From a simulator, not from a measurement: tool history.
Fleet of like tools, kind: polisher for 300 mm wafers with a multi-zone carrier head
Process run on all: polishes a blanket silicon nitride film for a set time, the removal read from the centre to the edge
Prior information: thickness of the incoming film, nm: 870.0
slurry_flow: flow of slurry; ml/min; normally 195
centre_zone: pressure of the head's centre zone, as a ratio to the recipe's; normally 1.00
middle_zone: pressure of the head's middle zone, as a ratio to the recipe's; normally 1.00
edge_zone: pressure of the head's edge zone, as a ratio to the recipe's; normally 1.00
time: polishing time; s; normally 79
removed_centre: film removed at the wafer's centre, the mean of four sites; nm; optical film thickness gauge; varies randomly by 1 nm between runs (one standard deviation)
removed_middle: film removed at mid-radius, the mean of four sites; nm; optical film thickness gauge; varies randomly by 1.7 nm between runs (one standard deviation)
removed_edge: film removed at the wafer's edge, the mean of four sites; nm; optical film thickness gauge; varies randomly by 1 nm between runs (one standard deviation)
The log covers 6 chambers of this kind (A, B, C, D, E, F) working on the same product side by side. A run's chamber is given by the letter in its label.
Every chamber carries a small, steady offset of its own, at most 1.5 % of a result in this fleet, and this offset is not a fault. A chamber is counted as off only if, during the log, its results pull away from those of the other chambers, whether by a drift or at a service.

run	hour	slurry_flow	centre_zone	middle_zone	edge_zone	time	removed_centre	removed_middle	removed_edge
1D	2.5	195	1.00	1.00	1.00	79	117.94	119.760	119.590
# hour 6.6: chamber A: worn pad replaced by a new one
2B	6.8	195	1.00	1.00	1.00	79	120.44	120.890	119.900
# hour 7.1: chamber C: worn pad replaced by a new one
# hour 11.0: chamber E: worn pad replaced by a new one
3A	11.1	195	1.00	1.00	1.00	79	119.63	118.980	121.830
4C	13.8	195	1.00	1.00	1.00	79	122.54	124.090	119.890
# hour 16.6: chamber D: worn pad replaced by a new one
5F	17.8	195	1.00	1.00	1.00	79	120.53	122.890	121.970
6E	20.8	195	1.00	1.00	1.00	79	120.23	119.950	120.450
7A	25.1	195	1.00	1.05	1.00	79	119.51	125.470	120.140
# hour 25.9: chamber A: edge zone pressure recalibrated
8B	27.1	195	1.00	1.05	1.00	79	121.66	124.380	118.460
9C	30.4	195	1.00	1.05	1.00	79	120.54	128.610	120.950
10F	32.7	195	1.00	1.05	1.00	79	120.76	124.760	122.270
11D	34.7	195	1.00	1.05	1.00	79	120.32	124.410	120.040
12E	37.8	195	1.00	1.05	1.00	79	120.19	123.980	118.750
13D	41.2	255	1.00	1.00	1.08	79	123.58	122.840	129.740
14B	44.5	255	1.00	1.00	1.08	79	125.24	123.840	127.270
15A	47.5	255	1.00	1.00	1.08	79	124.59	124.920	129.960
# hour 50.2: chamber D: slurry nozzle cleaned
16C	50.5	255	1.00	1.00	1.08	79	127.19	124.290	129.690
17E	53.1	255	1.00	1.00	1.08	79	123.82	123.520	128.030
# hour 55.5: chamber B: worn pad replaced by a new one
18F	56.3	255	1.00	1.00	1.08	79	124.50	126.410	131.340
# hour 57.7: chamber C: worn pad replaced by a new one
19B	58.3	195	1.00	1.00	1.00	79	119.63	118.170	119.520
20F	61.4	195	0.93	1.00	1.00	79	111.60	123.750	121.270
21D	64.1	195	0.93	1.00	1.00	79	110.95	118.800	122.030
22E	66.1	195	0.93	1.00	1.00	79	110.20	119.060	119.050
23C	69.4	195	0.93	1.00	1.00	79	112.48	119.570	121.600
24A	72.6	195	0.93	1.00	1.00	79	110.05	120.270	120.460
25D	76.5	195	0.93	1.00	1.00	79	108.31	122.240	120.940
# hour 78.8: chamber F: worn pad replaced by a new one
26A	80.9	195	1.00	1.00	1.00	79	119.40	117.380	122.240
27E	83.0	195	1.11	1.00	1.00	66	113.08	99.669	100.540
28C	86.0	195	1.11	1.00	1.00	66	114.86	101.850	98.803
# hour 88.2: chamber D: worn pad replaced by a new one
29F	88.3	195	1.11	1.00	1.00	66	112.90	102.950	102.900
30B	92.0	195	1.11	1.00	1.00	66	113.66	99.238	99.279
# hour 93.0: chamber A: worn pad replaced by a new one
31C	94.8	195	1.11	1.00	1.00	66	112.78	101.040	101.350
32B	97.0	195	1.11	1.00	1.00	66	113.23	103.110	99.992
# hour 99.1: chamber D: centre zone pressure recalibrated
33D	100.3	195	1.00	1.00	1.00	99	151.53	149.720	152.680
34E	102.4	195	1.00	1.00	1.00	99	151.19	151.960	149.720
35A	106.1	195	1.00	1.00	1.00	99	148.60	147.030	153.500
# hour 108.8: chamber C: worn pad replaced by a new one
36F	108.8	195	1.00	1.00	1.00	99	151.52	152.280	154.860
37B	110.8	195	1.00	1.00	1.00	99	151.11	149.250	151.110
# hour 111.1: chamber E: worn pad replaced by a new one
38C	113.3	195	1.00	1.00	1.00	99	151.79	152.690	153.860
39D	116.7	195	1.00	1.00	1.00	79	119.66	119.470	118.250
40F	120.9	195	1.00	1.00	1.00	79	117.90	122.230	121.610
41A	125.1	195	0.93	1.00	1.11	79	111.56	118.900	126.710
42E	127.8	195	0.93	1.00	1.11	79	109.26	120.260	127.470

Next, all 6 chambers run the settings below, one line each with question marks for the results. What does each chamber give?
43A	131.0	195	1.00	1.00	1.00	79	?	?	?
43B	131.0	195	1.00	1.00	1.00	79	?	?	?
43C	131.0	195	1.00	1.00	1.00	79	?	?	?
43D	131.0	195	1.00	1.00	1.00	79	?	?	?
43E	131.0	195	1.00	1.00	1.00	79	?	?	?
43F	131.0	195	1.00	1.00	1.00	79	?	?	?

run	removed_centre	removed_middle	removed_edge
43A	121.32	121.700	120.630
43B	121.52	117.950	119.480
43C	119.71	120.110	119.310
43D	122.35	123.710	120.140
43E	119.64	122.200	118.850
43F	122.37	122.540	120.530
